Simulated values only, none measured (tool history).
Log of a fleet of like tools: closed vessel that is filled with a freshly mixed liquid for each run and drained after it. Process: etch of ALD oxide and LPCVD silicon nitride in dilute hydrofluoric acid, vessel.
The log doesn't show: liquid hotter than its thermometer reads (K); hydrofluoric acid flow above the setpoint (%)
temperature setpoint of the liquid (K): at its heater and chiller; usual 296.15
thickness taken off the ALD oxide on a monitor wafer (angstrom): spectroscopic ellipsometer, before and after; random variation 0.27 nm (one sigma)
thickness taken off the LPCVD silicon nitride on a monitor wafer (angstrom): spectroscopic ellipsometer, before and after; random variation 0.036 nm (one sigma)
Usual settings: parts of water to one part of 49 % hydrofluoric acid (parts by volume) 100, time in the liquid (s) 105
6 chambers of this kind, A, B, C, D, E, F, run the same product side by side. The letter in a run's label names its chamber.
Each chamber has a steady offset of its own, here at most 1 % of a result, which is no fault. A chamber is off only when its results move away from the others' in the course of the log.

run	hour	temperature setpoint of the liquid (K)	parts of water to one part of 49 % hydrofluoric acid (parts by volume)	time in the liquid (s)	hours since the thermometer was replaced	hours since the hydrofluoric acid flow meter was replaced	read-back film thickness of the ALD oxide reference wafer, read on the same gauge (nm)	read-back film thickness of the LPCVD silicon nitride reference wafer, read on the same gauge (nm)	thickness taken off the ALD oxide on a monitor wafer (angstrom)	thickness taken off the LPCVD silicon nitride on a monitor wafer (angstrom)
1D	8.0	296.15	100	105	487.6	606.1	39.996	129.99	327.34	5.0747
2B	13.3	296.15	100	105	1148.2	648.1	40.003	130.00	331.77	4.0701
3F	19.5	296.15	100	105	276.4	704.9	39.970	129.98	326.80	4.4752
4A	25.4	296.15	100	105	881.7	1526.9	39.974	130.01	324.09	5.0254
5C	33.2	296.15	100	105	1008.4	643.3	40.020	129.97	334.43	4.4438
6E	41.2	296.15	100	105	369.1	1124.2	39.980	130.02	331.37	4.4906
7D	47.8	296.15	100	55	527.4	645.9	40.014	129.97	171.99	2.5471
8C	54.9	296.15	100	55	1030.1	665.0	39.998	129.99	173.07	2.5703
9A	59.0	296.15	100	55	915.3	1560.5	40.040	130.00	171.09	2.4537
10F	63.5	296.15	100	55	320.4	748.9	40.013	130.03	172.15	2.5649
11B	69.3	296.15	100	55	1204.2	704.1	40.006	130.02	174.03	2.2926
12E	76.6	296.15	100	55	404.5	1159.6	39.989	130.01	171.13	2.7284
13D	84.9	296.15	100	105	564.5	683.0	39.997	130.00	331.66	5.1738
14C	90.2	293.65	60	105	1065.4	700.3	40.012	130.00	525.94	6.0730
# hour 93.7: chamber A: thermometer replaced
# hour 94.2: chamber F: hydrofluoric acid flow meter replaced
15F	98.2	293.65	60	105	355.1	4.1	39.992	130.02	519.25	7.1406
16B	104.6	293.65	60	105	1239.5	739.4	39.999	130.00	519.70	7.0439
17E	109.6	293.65	60	105	437.5	1192.6	40.012	130.04	522.18	6.2569
18A	118.8	293.65	60	105	25.1	1620.3	40.012	129.96	522.04	6.2132
19A	127.7	293.65	60	105	34.0	1629.2	40.033	130.02	521.09	7.6035
20B	135.3	296.15	100	105	1270.2	770.1	40.015	130.01	328.80	4.0796
21F	140.7	296.15	100	105	397.6	46.6	39.981	129.99	327.92	4.3244
22C	146.4	296.15	100	105	1121.6	756.5	39.982	130.01	327.41	5.1387
23D	153.3	296.15	100	105	632.9	751.4	40.021	129.99	335.61	4.8284
24E	158.9	296.15	100	105	486.8	1241.9	39.984	130.01	327.70	4.6711
25A	164.4	296.15	140	105	70.7	1665.9	39.996	130.00	224.28	3.0688
26C	169.7	296.15	140	105	1144.9	779.8	39.986	130.03	224.65	3.4810
27E	177.8	296.15	140	105	505.7	1260.8	39.964	130.01	225.27	2.6020
28B	183.6	296.15	140	105	1318.5	818.4	40.000	129.97	221.04	3.4695
29D	191.9	296.15	140	105	671.5	790.0	39.999	129.99	221.93	3.3503
30F	196.7	296.15	140	105	453.6	102.6	40.016	130.02	221.49	3.6292
31D	202.7	296.15	100	105	682.3	800.8	40.022	129.98	329.73	4.8579
32B	211.9	296.15	100	105	1346.8	846.7	40.008	130.02	330.26	4.7663
# hour 216.2: chamber C: hydrofluoric acid flow meter replaced
33F	219.0	296.15	100	105	475.9	124.9	40.033	130.01	324.78	5.0135
34C	226.0	296.15	140	105	1201.2	9.8	40.020	130.01	222.74	3.3087
# hour 230.7: chamber D: thermometer replaced
35A	233.8	296.15	140	105	140.1	1735.3	40.037	129.98	223.81	3.3877
# hour 234.7: chamber E: hydrofluoric acid flow meter replaced
36E	239.3	296.15	140	105	567.2	4.7	39.993	130.03	222.76	3.7934
37C	243.9	296.15	140	105	1219.1	27.7	40.017	129.98	223.31	3.4381
38B	251.3	296.15	140	105	1386.2	886.1	39.980	129.99	224.99	3.4754
39E	259.3	296.15	140	105	587.2	24.7	39.995	129.99	226.91	3.3087
40D	267.9	292.15	100	105	37.2	866.0	40.010	129.93	280.07	3.8384
41F	272.0	292.15	100	105	528.9	177.9	40.003	130.05	275.57	3.6352
42A	278.7	292.15	100	105	185.0	1780.2	40.015	130.03	283.75	3.5271
43F	285.1	292.15	100	105	542.0	191.0	40.025	129.99	276.03	3.8434
44D	293.2	292.15	100	105	62.5	891.3	39.982	129.97	274.95	3.8763

All 6 chambers run these settings next. Forecast each chamber's results:
45A	299.9	296.15	100	105					?	?
45B	299.9	296.15	100	105					?	?
45C	299.9	296.15	100	105					?	?
45D	299.9	296.15	100	105					?	?
45E	299.9	296.15	100	105					?	?
45F	299.9	296.15	100	105					?	?

run	thickness taken off the ALD oxide on a monitor wafer (angstrom)	thickness taken off the LPCVD silicon nitride on a monitor wafer (angstrom)
45A	335.24	4.7514
45B	328.30	4.2452
45C	324.50	4.4870
45D	329.43	4.9992
45E	335.68	4.8765
45F	326.82	4.5896
